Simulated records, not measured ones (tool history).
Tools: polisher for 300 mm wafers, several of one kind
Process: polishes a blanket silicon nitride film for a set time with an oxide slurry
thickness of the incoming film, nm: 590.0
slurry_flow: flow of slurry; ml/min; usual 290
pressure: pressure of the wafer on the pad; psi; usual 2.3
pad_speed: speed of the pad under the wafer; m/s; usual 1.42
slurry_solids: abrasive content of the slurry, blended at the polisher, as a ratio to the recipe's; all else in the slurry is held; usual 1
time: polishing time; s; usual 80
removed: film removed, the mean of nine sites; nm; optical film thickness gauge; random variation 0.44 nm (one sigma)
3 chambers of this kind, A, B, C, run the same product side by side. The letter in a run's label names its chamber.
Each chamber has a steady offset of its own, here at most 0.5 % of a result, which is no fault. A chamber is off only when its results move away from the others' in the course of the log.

-- hour=0.7 chamber B: conditioning disc replaced and pad reconditioned
run 1B hour=8.5 | slurry_flow=290 pressure=2.3 pad_speed=1.42 slurry_solids=1 time=80 | removed=42.274
-- hour=13.6 chamber B: worn pad replaced by a new one
run 2C hour=13.6 | slurry_flow=290 pressure=2.3 pad_speed=1.42 slurry_solids=1 time=80 | removed=42.347
-- hour=19.1 chamber C: worn pad replaced by a new one
run 3A hour=23.7 | slurry_flow=290 pressure=2.3 pad_speed=1.42 slurry_solids=1 time=80 | removed=42.445
run 4B hour=31.2 | slurry_flow=290 pressure=2.3 pad_speed=1.42 slurry_solids=1 time=80 | removed=41.807
run 5A hour=40.1 | slurry_flow=290 pressure=2.3 pad_speed=1.42 slurry_solids=1 time=80 | removed=40.847
run 6C hour=49 | slurry_flow=290 pressure=2.3 pad_speed=1.42 slurry_solids=1 time=80 | removed=42.579
-- hour=53.7 chamber A: worn pad replaced by a new one
run 7C hour=57.7 | slurry_flow=290 pressure=2.3 pad_speed=1.42 slurry_solids=1.2 time=62 | removed=35.722
run 8A hour=64.2 | slurry_flow=290 pressure=2.3 pad_speed=1.42 slurry_solids=1.2 time=62 | removed=34.561
-- hour=68.6 chamber C: slurry nozzle cleaned
run 9B hour=69.2 | slurry_flow=290 pressure=2.3 pad_speed=1.42 slurry_solids=1.2 time=62 | removed=34.96
-- hour=71.8 chamber C: head pressure recalibrated
run 10C hour=76.9 | slurry_flow=290 pressure=2.3 pad_speed=1.42 slurry_solids=1 time=80 | removed=42.516
-- hour=77.6 chamber C: worn pad replaced by a new one
-- hour=82 chamber A: conditioning disc replaced and pad reconditioned
run 11A hour=85.7 | slurry_flow=290 pressure=2.3 pad_speed=0.94 slurry_solids=1 time=80 | removed=29.79
run 12B hour=91.4 | slurry_flow=290 pressure=2.3 pad_speed=0.94 slurry_solids=1 time=80 | removed=30.582
run 13B hour=97.3 | slurry_flow=290 pressure=2.3 pad_speed=0.94 slurry_solids=1 time=80 | removed=30.489
run 14C hour=106.7 | slurry_flow=290 pressure=2.3 pad_speed=1.42 slurry_solids=1 time=80 | removed=42.824
-- hour=108.2 chamber B: worn pad replaced by a new one
run 15A hour=112.7 | slurry_flow=290 pressure=2.3 pad_speed=1.42 slurry_solids=1 time=80 | removed=39.61
run 16A hour=119.7 | slurry_flow=290 pressure=2.3 pad_speed=1.42 slurry_solids=1 time=80 | removed=39.465
-- hour=120.1 chamber A: slurry blender recalibrated
run 17C hour=125.3 | slurry_flow=290 pressure=2.3 pad_speed=1.42 slurry_solids=1 time=80 | removed=43.281
-- hour=128.9 chamber C: worn pad replaced by a new one
run 18B hour=134.2 | slurry_flow=290 pressure=2.3 pad_speed=1.42 slurry_solids=1 time=80 | removed=42.069
run 19A hour=139.5 | slurry_flow=290 pressure=2.3 pad_speed=1.42 slurry_solids=1 time=80 | removed=39.35
run 20B hour=147 | slurry_flow=290 pressure=2.3 pad_speed=1.42 slurry_solids=1 time=80 | removed=42.507
-- hour=150.2 chamber C: slurry blender recalibrated
run 21C hour=156.4 | slurry_flow=290 pressure=2.3 pad_speed=1.42 slurry_solids=1 time=80 | removed=43.058
run 22A hour=163.9 | slurry_flow=290 pressure=2.3 pad_speed=1.42 slurry_solids=1 time=80 | removed=38.981
-- hour=164.8 chamber A: worn pad replaced by a new one
run 23C hour=173.7 | slurry_flow=290 pressure=2.3 pad_speed=1.42 slurry_solids=1 time=80 | removed=42.418
-- hour=177.4 chamber C: conditioning disc replaced and pad reconditioned
run 24B hour=180.9 | slurry_flow=290 pressure=2.3 pad_speed=1.04 slurry_solids=1.1 time=80 | removed=34.682
run 25C hour=186.6 | slurry_flow=290 pressure=2.3 pad_speed=1.04 slurry_solids=1.1 time=80 | removed=34.681
run 26A hour=196.7 | slurry_flow=290 pressure=2.3 pad_speed=1.04 slurry_solids=1.1 time=80 | removed=30.595
-- hour=200.6 chamber B: worn pad replaced by a new one
run 27B hour=203.6 | slurry_flow=290 pressure=2.3 pad_speed=1.42 slurry_solids=1 time=80 | removed=41.753

Is one chamber off against the others, does the gauge drift, or is nothing wrong? If a chamber is off, say which, and what the likeliest cause is.

Chamber A drifts away from the others.
Cause: head's pressure below its setpoint, % = 10.8.

Here are 4 candidates for chamber A's next run, each the usual settings with a change, their results left as question marks. Which one brings its results back in line with what the others give on the usual settings?
In line means no further than this from the other chambers' mean on the usual settings: removed 1.5 nm
run 28A-1 hour=210.9 | slurry_flow=290 pressure=2.3 pad_speed=1.12 slurry_solids=0.9 time=80 | removed=?
run 28A-2 hour=210.9 | slurry_flow=290 pressure=2.3 pad_speed=1.58 slurry_solids=1.05 time=91 | removed=?
run 28A-3 hour=210.9 | slurry_flow=290 pressure=2.3 pad_speed=1.24 slurry_solids=0.95 time=80 | removed=?
run 28A-4 hour=210.9 | slurry_flow=290 pressure=2.4 pad_speed=1.48 slurry_solids=1 time=83 | removed=?

The other chambers' mean on the usual settings: removed 42.514 nm
run=28A-1 removed=29.45
run=28A-2 removed=47.512
run=28A-3 removed=32.811
run=28A-4 removed=41.972
28A-4 brings the chamber back in line.

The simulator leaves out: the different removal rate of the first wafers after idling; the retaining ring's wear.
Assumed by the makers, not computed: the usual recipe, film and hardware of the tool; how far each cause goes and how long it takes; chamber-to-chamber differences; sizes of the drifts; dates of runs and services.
